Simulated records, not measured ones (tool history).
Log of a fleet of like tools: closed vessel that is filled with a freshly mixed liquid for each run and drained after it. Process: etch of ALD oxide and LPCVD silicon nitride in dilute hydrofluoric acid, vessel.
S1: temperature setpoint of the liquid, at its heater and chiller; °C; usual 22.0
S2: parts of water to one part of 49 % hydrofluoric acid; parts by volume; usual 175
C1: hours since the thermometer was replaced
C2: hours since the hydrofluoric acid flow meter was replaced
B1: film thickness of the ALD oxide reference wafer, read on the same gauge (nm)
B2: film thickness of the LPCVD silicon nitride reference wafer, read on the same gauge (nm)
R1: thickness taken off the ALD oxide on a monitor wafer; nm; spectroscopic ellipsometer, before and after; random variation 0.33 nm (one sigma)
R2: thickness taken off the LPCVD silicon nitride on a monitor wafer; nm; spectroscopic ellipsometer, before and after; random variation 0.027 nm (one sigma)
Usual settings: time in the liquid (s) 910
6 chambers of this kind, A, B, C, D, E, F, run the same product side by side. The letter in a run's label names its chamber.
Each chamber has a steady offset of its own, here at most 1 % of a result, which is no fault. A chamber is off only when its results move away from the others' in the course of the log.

Run 1F, day 0.171: usual settings; C1 687.0; C2 410.4; B1 49.973; B2 119.99. Result: R1 44.346 nm, R2 2.5819 nm.
Run 2C, day 0.429: usual settings; C1 1252.1; C2 1216.8; B1 49.985; B2 119.98. Result: R1 43.261 nm, R2 2.6154 nm.
Run 3E, day 0.608: usual settings; C1 690.0; C2 261.6; B1 49.969; B2 120.00. Result: R1 44.833 nm, R2 2.6505 nm.
Run 4A, day 0.796: usual settings; C1 1248.3; C2 1045.8; B1 49.966; B2 120.00. Result: R1 43.894 nm, R2 2.6538 nm.
Run 5D, day 0.996: usual settings; C1 634.8; C2 350.8; B1 50.000; B2 119.97. Result: R1 43.602 nm, R2 2.5943 nm.
Run 6B, day 1.158: usual settings; C1 439.9; C2 1218.7; B1 49.974; B2 119.97. Result: R1 44.023 nm, R2 2.6712 nm.
Run 7F, day 1.388: usual settings; C1 716.2; C2 439.6; B1 49.990; B2 120.02. Result: R1 44.475 nm, R2 2.5994 nm.
Run 8C, day 1.538: usual settings; C1 1278.7; C2 1243.4; B1 50.011; B2 119.99. Result: R1 43.584 nm, R2 2.6434 nm.
Run 9E, day 1.804: usual settings; C1 718.7; C2 290.3; B1 49.972; B2 119.99. Result: R1 44.524 nm, R2 2.6566 nm.
Run 10A, day 2.075: usual settings; C1 1279.0; C2 1076.5; B1 49.994; B2 120.00. Result: R1 44.204 nm, R2 2.6615 nm.
Run 11B, day 2.242: usual settings; C1 465.9; C2 1244.7; B1 50.016; B2 120.00. Result: R1 43.651 nm, R2 2.6226 nm.
Run 12D, day 2.504: usual settings; C1 671.0; C2 387.0; B1 49.993; B2 119.98. Result: R1 44.279 nm, R2 2.6730 nm.
Run 13C, day 2.658: usual settings; C1 1305.6; C2 1270.3; B1 50.032; B2 120.04. Result: R1 43.182 nm, R2 2.6321 nm.
Run 14D, day 2.929: usual settings; C1 681.2; C2 397.2; B1 49.978; B2 120.06. Result: R1 44.497 nm, R2 2.6121 nm.
Run 15A, day 3.208: usual settings; C1 1306.2; C2 1103.7; B1 50.031; B2 120.00. Result: R1 45.010 nm, R2 2.6533 nm.
Run 16E, day 3.354: usual settings; C1 755.9; C2 327.5; B1 50.023; B2 119.99. Result: R1 44.616 nm, R2 2.6841 nm.
Run 17F, day 3.621: usual settings; C1 769.8; C2 493.2; B1 49.977; B2 120.05. Result: R1 44.185 nm, R2 2.6173 nm.
Run 18B, day 3.750: usual settings; C1 502.1; C2 1280.9; B1 50.004; B2 120.00. Result: R1 44.017 nm, R2 2.5746 nm.
Run 19C, day 4.017: usual settings; C1 1338.2; C2 1302.9; B1 49.978; B2 119.99. Result: R1 44.257 nm, R2 2.6561 nm.
At day 4.112: chamber B: hydrofluoric acid flow meter replaced.
Run 20B, day 4.204: usual settings but S1 24.5 °C, time in the liquid (s) 710; C1 513.0; C2 2.3; B1 50.004; B2 120.02. Result: R1 37.824 nm, R2 2.4133 nm.
Run 21D, day 4.333: usual settings but S1 24.5 °C, time in the liquid (s) 710; C1 714.9; C2 430.9; B1 50.019; B2 120.02. Result: R1 38.129 nm, R2 2.4465 nm.
Run 22A, day 4.483: usual settings but S1 24.5 °C, time in the liquid (s) 710; C1 1336.8; C2 1134.3; B1 50.027; B2 119.99. Result: R1 39.232 nm, R2 2.4449 nm.
Run 23E, day 4.683: usual settings but S1 24.5 °C, time in the liquid (s) 710; C1 787.8; C2 359.4; B1 50.017; B2 120.01. Result: R1 38.287 nm, R2 2.4312 nm.
At day 4.812: chamber D: thermometer replaced.
Run 24F, day 4.829: usual settings but S1 24.5 °C, time in the liquid (s) 710; C1 798.8; C2 522.2; B1 50.005; B2 120.00. Result: R1 37.561 nm, R2 2.3848 nm.
Run 25C, day 5.092: usual settings but S1 24.5 °C, time in the liquid (s) 710; C1 1364.0; C2 1328.7; B1 50.016; B2 120.02. Result: R1 36.820 nm, R2 2.4479 nm.
Run 26B, day 5.225: usual settings; C1 537.5; C2 26.8; B1 49.980; B2 120.00. Result: R1 43.647 nm, R2 2.5783 nm.
Run 27F, day 5.412: usual settings; C1 812.8; C2 536.2; B1 50.055; B2 120.01. Result: R1 44.271 nm, R2 2.5924 nm.
Run 28A, day 5.562: usual settings; C1 1362.7; C2 1160.2; B1 50.007; B2 120.01. Result: R1 46.109 nm, R2 2.7390 nm.
Run 29E, day 5.838: usual settings but S2 100 parts by volume; C1 815.5; C2 387.1; B1 49.999; B2 120.00. Result: R1 84.894 nm, R2 4.6075 nm.
Run 30D, day 6.117: usual settings but S2 100 parts by volume; C1 31.4; C2 473.7; B1 50.017; B2 120.01. Result: R1 83.455 nm, R2 4.5797 nm.
Run 31E, day 6.400: usual settings but S2 100 parts by volume; C1 829.0; C2 400.6; B1 49.984; B2 119.97. Result: R1 85.681 nm, R2 4.5940 nm.
Run 32A, day 6.592: usual settings but S2 100 parts by volume; C1 1387.4; C2 1184.9; B1 50.024; B2 120.00. Result: R1 86.476 nm, R2 4.6807 nm.
At day 6.646: chamber C: hydrofluoric acid flow meter replaced.
Run 33D, day 6.858: usual settings but S2 100 parts by volume; C1 49.2; C2 491.5; B1 49.986; B2 119.96. Result: R1 85.529 nm, R2 4.5730 nm.
Run 34B, day 7.142: usual settings but S2 100 parts by volume; C1 583.5; C2 72.8; B1 49.988; B2 120.01. Result: R1 84.402 nm, R2 4.4773 nm.
Run 35F, day 7.279: usual settings; C1 857.6; C2 581.0; B1 50.004; B2 120.01. Result: R1 44.396 nm, R2 2.6190 nm.
Run 36C, day 7.479: usual settings; C1 1421.3; C2 20.0; B1 49.967; B2 119.99. Result: R1 43.344 nm, R2 2.6290 nm.
Run 37F, day 7.683: usual settings; C1 867.3; C2 590.7; B1 49.961; B2 120.02. Result: R1 44.047 nm, R2 2.5978 nm.
Run 38A, day 7.962: usual settings; C1 1420.3; C2 1217.8; B1 49.991; B2 120.03. Result: R1 46.756 nm, R2 2.7245 nm.
Run 39E, day 8.254: usual settings; C1 873.5; C2 445.1; B1 50.005; B2 120.03. Result: R1 44.819 nm, R2 2.6608 nm.
Run 40B, day 8.533: usual settings but S2 145 parts by volume, time in the liquid (s) 740; C1 616.9; C2 106.2; B1 50.004; B2 119.99. Result: R1 44.085 nm, R2 2.5890 nm.
Run 41C, day 8.692: usual settings but S2 145 parts by volume, time in the liquid (s) 740; C1 1450.4; C2 49.1; B1 50.000; B2 119.97. Result: R1 44.376 nm, R2 2.5473 nm.

What goes on in this fleet: one chamber off, a drifting gauge, or nothing beyond the chambers' own small offsets? Name the chamber and the cause, if any.

Chamber A drifts away from the others.
Cause: hydrofluoric acid flow above the setpoint (%) = 5.81.

Here are 4 candidates for chamber A's next run, each the usual settings with a change, their results left as question marks. Which one brings its results back in line with what the others give on the usual settings?
In line means no further than this from the other chambers' mean on the usual settings: R1 1.200 nm; R2 0.0920 nm
Run 42A-1, day 8.904: usual settings but time in the liquid (s) 920. Result: R1 ?, R2 ?.
Run 42A-2, day 8.904: usual settings but time in the liquid (s) 900. Result: R1 ?, R2 ?.
Run 42A-3, day 8.904: usual settings but S2 180 parts by volume, time in the liquid (s) 885. Result: R1 ?, R2 ?.
Run 42A-4, day 8.904: usual settings but S2 170 parts by volume, time in the liquid (s) 935. Result: R1 ?, R2 ?.

The other chambers' mean on the usual settings: R1 44.109 nm; R2 2.6266 nm
  run      R1      R2
42A-1  47.750  2.8248
42A-2  46.712  2.7634
42A-3  44.457  2.6445
42A-4  50.185  2.9525
42A-3 brings the chamber back in line.

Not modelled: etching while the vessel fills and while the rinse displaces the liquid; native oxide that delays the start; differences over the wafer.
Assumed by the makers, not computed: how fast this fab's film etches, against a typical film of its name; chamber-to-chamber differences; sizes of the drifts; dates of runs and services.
